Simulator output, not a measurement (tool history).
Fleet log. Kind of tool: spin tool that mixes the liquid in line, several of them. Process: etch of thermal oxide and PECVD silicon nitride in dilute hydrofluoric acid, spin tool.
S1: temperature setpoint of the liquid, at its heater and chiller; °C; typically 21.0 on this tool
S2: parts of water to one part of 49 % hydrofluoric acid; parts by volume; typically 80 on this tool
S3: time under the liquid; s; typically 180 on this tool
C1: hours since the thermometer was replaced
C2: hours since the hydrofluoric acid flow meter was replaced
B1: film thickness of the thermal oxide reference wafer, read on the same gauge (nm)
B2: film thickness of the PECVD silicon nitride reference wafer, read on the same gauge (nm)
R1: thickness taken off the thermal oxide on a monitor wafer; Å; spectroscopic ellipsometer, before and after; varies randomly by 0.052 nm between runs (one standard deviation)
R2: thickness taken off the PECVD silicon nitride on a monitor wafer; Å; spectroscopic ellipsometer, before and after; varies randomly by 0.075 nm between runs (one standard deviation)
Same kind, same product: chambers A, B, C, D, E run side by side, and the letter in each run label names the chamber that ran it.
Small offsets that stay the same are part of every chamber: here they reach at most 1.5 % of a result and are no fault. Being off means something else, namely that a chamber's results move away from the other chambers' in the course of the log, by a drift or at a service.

run,hour,S1,S2,S3,C1,C2,B1,B2,R1,R2
1C,7.6,21.0,80,180,1426.0,1233.5,29.931,60.023,96.882,102.420
2D,13.8,21.0,80,180,112.1,261.1,30.013,59.995,95.606,103.370
3E,19.7,21.0,80,180,1947.8,339.5,30.021,59.997,96.894,102.870
4A,25.9,21.0,80,180,332.6,56.4,30.017,59.989,95.247,101.980
5B,32.3,21.0,80,180,1284.4,78.1,30.029,60.039,97.145,103.180
6C,39.1,21.0,80,180,1457.5,1265.0,30.012,60.006,96.286,103.520
7B,48.0,17.0,80,85,1300.1,93.8,29.964,59.987,38.122,36.070
8A,57.4,17.0,80,85,364.1,87.9,29.979,59.978,38.183,36.469
9D,69.3,17.0,80,85,167.6,316.6,30.042,59.989,38.571,36.833
10E,74.5,17.0,80,85,2002.6,394.3,29.979,59.984,38.509,37.127
11E,79.9,17.0,80,85,2008.0,399.7,29.965,59.997,38.742,37.768
12A,90.4,21.0,80,180,397.1,120.9,30.007,59.996,95.024,103.950
13B,102.1,21.0,80,180,1354.2,147.9,30.058,60.024,95.433,103.050
14D,108.2,21.0,80,180,206.5,355.5,29.943,60.012,95.803,102.390
15C,119.3,21.0,80,180,1537.7,1345.2,29.997,59.997,96.478,102.680
# hour 120.5: chamber E: hydrofluoric acid flow meter replaced
# hour 126.3: chamber B: thermometer replaced
16C,127.2,21.0,80,180,1545.6,1353.1,29.985,60.014,95.297,103.070
17B,139.3,21.0,80,180,13.1,185.1,29.987,60.004,95.526,103.610
18D,145.7,21.0,80,180,244.0,393.0,30.029,60.006,95.558,103.020
19A,152.4,21.0,80,180,459.1,182.9,29.994,60.035,95.666,103.290
20E,162.3,21.0,80,180,2090.4,41.8,30.001,59.993,97.150,102.920
21B,168.8,21.0,80,180,42.6,214.6,30.025,59.984,95.909,102.570
22A,180.6,25.5,80,255,487.3,211.1,29.979,60.004,161.440,196.210
23C,186.3,25.5,80,255,1604.7,1412.2,30.006,59.993,163.070,197.090
24D,197.4,25.5,80,255,295.7,444.7,29.991,59.987,164.210,199.350
25E,204.7,25.5,80,255,2132.8,84.2,29.945,59.996,163.410,198.320
26D,212.2,25.5,80,255,310.5,459.5,30.019,60.023,163.280,198.510
27B,219.0,21.0,80,180,92.8,264.8,30.008,59.987,95.007,102.680
28E,229.7,21.0,80,180,2157.8,109.2,30.001,60.016,96.190,104.590
29C,235.5,21.0,80,180,1653.9,1461.4,30.030,59.991,96.771,102.370
30A,245.3,21.0,80,180,552.0,275.8,30.047,59.982,95.964,102.390
31A,256.7,21.0,80,240,563.4,287.2,30.056,60.033,126.950,137.080

The same settings go to every chamber for the next run, one line per chamber below. Forecast the results for each:
32A,265.4,21.0,80,180,,,,,?,?
32B,265.4,21.0,80,180,,,,,?,?
32C,265.4,21.0,80,180,,,,,?,?
32D,265.4,21.0,80,180,,,,,?,?
32E,265.4,21.0,80,180,,,,,?,?

run,R1,R2
32A,95.049,103.690
32B,95.459,103.280
32C,96.710,103.770
32D,96.867,103.730
32E,96.414,104.650

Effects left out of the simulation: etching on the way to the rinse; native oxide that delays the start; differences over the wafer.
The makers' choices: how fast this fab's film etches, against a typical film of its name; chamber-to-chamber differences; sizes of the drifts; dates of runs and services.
